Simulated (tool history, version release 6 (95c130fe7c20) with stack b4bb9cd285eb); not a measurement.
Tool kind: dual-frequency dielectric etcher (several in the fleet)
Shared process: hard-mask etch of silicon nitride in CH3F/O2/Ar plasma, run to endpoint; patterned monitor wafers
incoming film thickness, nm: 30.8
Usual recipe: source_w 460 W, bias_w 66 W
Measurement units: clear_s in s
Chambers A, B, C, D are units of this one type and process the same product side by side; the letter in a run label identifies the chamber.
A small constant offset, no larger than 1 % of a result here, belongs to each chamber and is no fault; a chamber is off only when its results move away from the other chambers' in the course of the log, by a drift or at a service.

run   hour  source_w  bias_w  hours since the last wet clean  hours since the last source power generator calibration  hours since the last bias power generator calibration  clear_s
 1C    5.3       460      66                           370.1                                                      144                                                  949.8   43.511
 2B   13.5       460      66                           183.2                                                   2654.4                                                   2837     43.4
 3A   20.5       460      66                              40                                                    679.9                                                 1006.7   43.458
 4D   32.7       460      66                           408.1                                                   2780.9                                                 1170.8   43.562
 5A   42.7       460      66                            62.2                                                    702.1                                                 1028.9   43.567
 6C   51.1       460      66                           415.9                                                    189.8                                                  995.6   43.791
 7B   62.2       550      52                           231.9                                                   2703.1                                                 2885.7     43.6
 8D   72.8       550      52                           448.2                                                     2821                                                 1210.9   43.884
      79.5  -- chamber C: wet clean of the chamber
 9D   83.1       550      52                           458.5                                                   2831.3                                                 1221.2    43.83
10A   92.9       550      52                           112.4                                                    752.3                                                 1079.1   43.798
11C  103.8       460      66                            24.3                                                    242.5                                                 1048.3   41.723
12B  112.3       460      66                             282                                                   2753.2                                                 2935.8   43.428
13D  119.6       460      66                             495                                                   2867.8                                                 1257.7   43.781
     124.2  -- chamber D: wet clean of the chamber
14B  128.6       460      66                           298.3                                                   2769.5                                                 2952.1   43.114
15C  136.9       460      66                            57.4                                                    275.6                                                 1081.4   42.049
16A  148.7       460      66                           168.2                                                    808.1                                                 1134.9   43.604
17B  154.1       460      66                           323.8                                                     2795                                                 2977.6   43.268
18C  160.6       460      66                            81.1                                                    299.3                                                 1105.1   41.655
19D  166.3       460      66                            42.1                                                   2914.5                                                 1304.4   43.657
20A  172.2       360      78                           191.7                                                    831.6                                                 1158.4   45.364
21D  183.9       360      78                            59.7                                                   2932.1                                                   1322   45.516
22C  191.5       360      78                             112                                                    330.2                                                   1136   43.583
23B    201       360      78                           370.7                                                   2841.9                                                 3024.5   45.058
24A  208.9       460      66                           228.4                                                    868.3                                                 1195.1   43.415
25A  220.8       460      66                           240.3                                                    880.2                                                   1207   43.483
26B  229.4       460      66                           399.1                                                   2870.3                                                 3052.9   43.441
27D  235.6       570      74                           111.4                                                   2983.8                                                 1373.7   38.816
28C  245.7       570      74                           166.2                                                    384.4                                                 1190.2   37.221

Is one chamber off against the others, does the gauge drift, or is nothing wrong? If a chamber is off, say which, and what the likeliest cause is.

After it was serviced, chamber C no longer matches the other chambers.
Likeliest cause: etch rate over this chamber's usual, % = 4.35.

Which of the 4 candidates below, each the usual settings with something changed and its results left as question marks, puts chamber C back in line with what the other chambers give on the usual settings?
A result is in line if it is within this distance of the other chambers' mean on the usual settings: clear_s 0.49 s
29C-1  254.6       460      63                                                                                                                                                        ?
29C-2  254.6       460      69                                                                                                                                                        ?
29C-3  254.6       460      74                                                                                                                                                        ?
29C-4  254.6       430      63                                                                                                                                                        ?

Mean of the other chambers on the usual settings: clear_s 43.487 s
  run  clear_s
29C-1   42.471
29C-2   41.225
29C-3   40.273
29C-4    43.59
The right change is 29C-4: it brings the chamber back within the allowed miss of the others.

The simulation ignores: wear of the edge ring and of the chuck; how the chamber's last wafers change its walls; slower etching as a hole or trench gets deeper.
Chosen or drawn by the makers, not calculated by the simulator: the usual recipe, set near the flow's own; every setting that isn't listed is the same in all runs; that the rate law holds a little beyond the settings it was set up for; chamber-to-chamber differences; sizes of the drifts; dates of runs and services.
